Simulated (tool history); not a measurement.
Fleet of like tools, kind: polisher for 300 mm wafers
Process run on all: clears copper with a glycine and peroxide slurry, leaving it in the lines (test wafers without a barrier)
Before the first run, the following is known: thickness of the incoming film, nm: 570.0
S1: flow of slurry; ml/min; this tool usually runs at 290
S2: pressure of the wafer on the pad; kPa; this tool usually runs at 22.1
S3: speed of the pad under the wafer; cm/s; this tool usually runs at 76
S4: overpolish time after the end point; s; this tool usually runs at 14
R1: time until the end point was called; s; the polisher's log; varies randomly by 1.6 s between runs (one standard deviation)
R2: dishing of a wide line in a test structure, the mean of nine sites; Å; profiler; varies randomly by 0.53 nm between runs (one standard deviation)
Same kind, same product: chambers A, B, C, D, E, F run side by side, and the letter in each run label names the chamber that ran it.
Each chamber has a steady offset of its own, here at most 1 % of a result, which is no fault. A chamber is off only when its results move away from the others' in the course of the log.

{"hour": 1.6, "done": "chamber C: worn pad replaced by a new one"}
{"run": "1E", "hour": 3.4, "S1": 290, "S2": 22.1, "S3": 76, "S4": 14, "R1": 134.78, "R2": 353.92}
{"run": "2B", "hour": 9.7, "S1": 290, "S2": 22.1, "S3": 76, "S4": 14, "R1": 136.63, "R2": 360.85}
{"hour": 11.9, "done": "chamber D: head pressure recalibrated"}
{"run": "3A", "hour": 14.2, "S1": 290, "S2": 22.1, "S3": 76, "S4": 14, "R1": 137.5, "R2": 354.53}
{"run": "4D", "hour": 19.6, "S1": 290, "S2": 22.1, "S3": 76, "S4": 14, "R1": 137.83, "R2": 361.88}
{"hour": 23.3, "done": "chamber A: worn pad replaced by a new one"}
{"run": "5C", "hour": 24.8, "S1": 205, "S2": 22.1, "S3": 90, "S4": 14, "R1": 124.2, "R2": 383.13}
{"run": "6F", "hour": 31.0, "S1": 205, "S2": 22.1, "S3": 90, "S4": 14, "R1": 123.15, "R2": 378.77}
{"hour": 36.6, "done": "chamber D: worn pad replaced by a new one"}
{"run": "7A", "hour": 37.2, "S1": 205, "S2": 22.1, "S3": 90, "S4": 14, "R1": 122.77, "R2": 378.63}
{"run": "8C", "hour": 40.6, "S1": 205, "S2": 22.1, "S3": 90, "S4": 14, "R1": 122.49, "R2": 386.86}
{"run": "9F", "hour": 44.6, "S1": 205, "S2": 22.1, "S3": 90, "S4": 14, "R1": 124.19, "R2": 386.76}
{"hour": 47.3, "done": "chamber E: worn pad replaced by a new one"}
{"run": "10D", "hour": 48.8, "S1": 205, "S2": 22.1, "S3": 90, "S4": 14, "R1": 121.29, "R2": 386.85}
{"run": "11E", "hour": 53.0, "S1": 290, "S2": 22.1, "S3": 94, "S4": 14, "R1": 113.59, "R2": 402.01}
{"run": "12B", "hour": 56.9, "S1": 290, "S2": 22.1, "S3": 94, "S4": 14, "R1": 116.05, "R2": 406.56}
{"run": "13C", "hour": 63.3, "S1": 290, "S2": 22.1, "S3": 94, "S4": 14, "R1": 113.13, "R2": 396.14}
{"run": "14F", "hour": 66.6, "S1": 290, "S2": 22.1, "S3": 94, "S4": 14, "R1": 113.21, "R2": 406.29}
{"hour": 68.6, "done": "chamber A: worn pad replaced by a new one"}
{"run": "15E", "hour": 71.4, "S1": 290, "S2": 22.1, "S3": 94, "S4": 14, "R1": 114.21, "R2": 402.45}
{"hour": 76.2, "done": "chamber C: worn pad replaced by a new one"}
{"run": "16D", "hour": 76.7, "S1": 290, "S2": 22.1, "S3": 94, "S4": 14, "R1": 114.23, "R2": 415.06}
{"run": "17B", "hour": 79.6, "S1": 290, "S2": 22.1, "S3": 76, "S4": 14, "R1": 137.78, "R2": 362.37}
{"hour": 83.1, "done": "chamber B: worn pad replaced by a new one"}
{"run": "18A", "hour": 84.0, "S1": 290, "S2": 22.1, "S3": 76, "S4": 14, "R1": 138.3, "R2": 356.87}
{"run": "19C", "hour": 89.7, "S1": 290, "S2": 22.1, "S3": 76, "S4": 14, "R1": 137.67, "R2": 362.12}
{"run": "20E", "hour": 94.8, "S1": 290, "S2": 22.1, "S3": 76, "S4": 14, "R1": 137.06, "R2": 350.3}
{"run": "21F", "hour": 98.1, "S1": 290, "S2": 22.1, "S3": 76, "S4": 14, "R1": 141.33, "R2": 364.84}
{"run": "22A", "hour": 103.3, "S1": 290, "S2": 22.1, "S3": 76, "S4": 14, "R1": 138.24, "R2": 360.22}
{"run": "23B", "hour": 108.0, "S1": 290, "S2": 22.1, "S3": 76, "S4": 14, "R1": 134.27, "R2": 358.41}
{"run": "24D", "hour": 112.8, "S1": 290, "S2": 22.1, "S3": 76, "S4": 14, "R1": 135.86, "R2": 357.02}
{"run": "25A", "hour": 118.4, "S1": 290, "S2": 22.1, "S3": 76, "S4": 14, "R1": 135.22, "R2": 359.52}
{"hour": 120.3, "done": "chamber A: worn pad replaced by a new one"}
{"run": "26E", "hour": 123.4, "S1": 290, "S2": 15.2, "S3": 76, "S4": 14, "R1": 184.03, "R2": 284.41}
{"run": "27B", "hour": 129.5, "S1": 290, "S2": 15.2, "S3": 76, "S4": 14, "R1": 180.37, "R2": 287.53}
{"run": "28D", "hour": 132.9, "S1": 290, "S2": 15.2, "S3": 76, "S4": 14, "R1": 183.21, "R2": 290.41}
{"run": "29C", "hour": 137.7, "S1": 290, "S2": 15.2, "S3": 76, "S4": 14, "R1": 183.48, "R2": 287.63}
{"run": "30F", "hour": 141.0, "S1": 290, "S2": 15.2, "S3": 76, "S4": 14, "R1": 185.45, "R2": 280.85}
{"run": "31A", "hour": 146.4, "S1": 290, "S2": 15.2, "S3": 76, "S4": 14, "R1": 181.31, "R2": 284.06}
{"hour": 151.5, "done": "chamber C: worn pad replaced by a new one"}
{"run": "32D", "hour": 152.8, "S1": 290, "S2": 20, "S3": 76, "S4": 14, "R1": 145.81, "R2": 340.6}
{"run": "33F", "hour": 158.9, "S1": 290, "S2": 20, "S3": 76, "S4": 14, "R1": 151.46, "R2": 328.86}
{"hour": 164.2, "done": "chamber D: worn pad replaced by a new one"}
{"run": "34E", "hour": 165.2, "S1": 290, "S2": 20, "S3": 76, "S4": 14, "R1": 147.44, "R2": 345.94}
{"hour": 165.3, "done": "chamber A: worn pad replaced by a new one"}
{"run": "35B", "hour": 170.8, "S1": 290, "S2": 20, "S3": 76, "S4": 14, "R1": 148, "R2": 334.72}
{"run": "36C", "hour": 176.5, "S1": 290, "S2": 20, "S3": 76, "S4": 14, "R1": 149.31, "R2": 334.54}
{"run": "37D", "hour": 179.6, "S1": 290, "S2": 20, "S3": 76, "S4": 14, "R1": 148.58, "R2": 346.69}
{"run": "38E", "hour": 182.8, "S1": 290, "S2": 22.1, "S3": 76, "S4": 14, "R1": 134.64, "R2": 360.7}
{"run": "39F", "hour": 189.2, "S1": 290, "S2": 22.1, "S3": 76, "S4": 14, "R1": 147.15, "R2": 336.27}
{"run": "40A", "hour": 195.1, "S1": 290, "S2": 22.1, "S3": 76, "S4": 14, "R1": 137.15, "R2": 358.01}
{"run": "41B", "hour": 201.1, "S1": 385, "S2": 22.1, "S3": 76, "S4": 14, "R1": 133.94, "R2": 362.2}
{"run": "42C", "hour": 205.3, "S1": 385, "S2": 22.1, "S3": 76, "S4": 14, "R1": 132.57, "R2": 362.13}

For the next run the whole fleet of 6 chambers uses the same settings. Give each chamber's results:
{"run": "43A", "hour": 209.9, "S1": 290, "S2": 22.1, "S3": 76, "S4": 7, "R1": "?", "R2": "?"}
{"run": "43B", "hour": 209.9, "S1": 290, "S2": 22.1, "S3": 76, "S4": 7, "R1": "?", "R2": "?"}
{"run": "43C", "hour": 209.9, "S1": 290, "S2": 22.1, "S3": 76, "S4": 7, "R1": "?", "R2": "?"}
{"run": "43D", "hour": 209.9, "S1": 290, "S2": 22.1, "S3": 76, "S4": 7, "R1": "?", "R2": "?"}
{"run": "43E", "hour": 209.9, "S1": 290, "S2": 22.1, "S3": 76, "S4": 7, "R1": "?", "R2": "?"}
{"run": "43F", "hour": 209.9, "S1": 290, "S2": 22.1, "S3": 76, "S4": 7, "R1": "?", "R2": "?"}

run=43A R1=136.06 R2=196.27
run=43B R1=135.63 R2=205.09
run=43C R1=134.58 R2=206.37
run=43D R1=133.95 R2=201.24
run=43E R1=135.32 R2=203.74
run=43F R1=145.47 R2=194.51

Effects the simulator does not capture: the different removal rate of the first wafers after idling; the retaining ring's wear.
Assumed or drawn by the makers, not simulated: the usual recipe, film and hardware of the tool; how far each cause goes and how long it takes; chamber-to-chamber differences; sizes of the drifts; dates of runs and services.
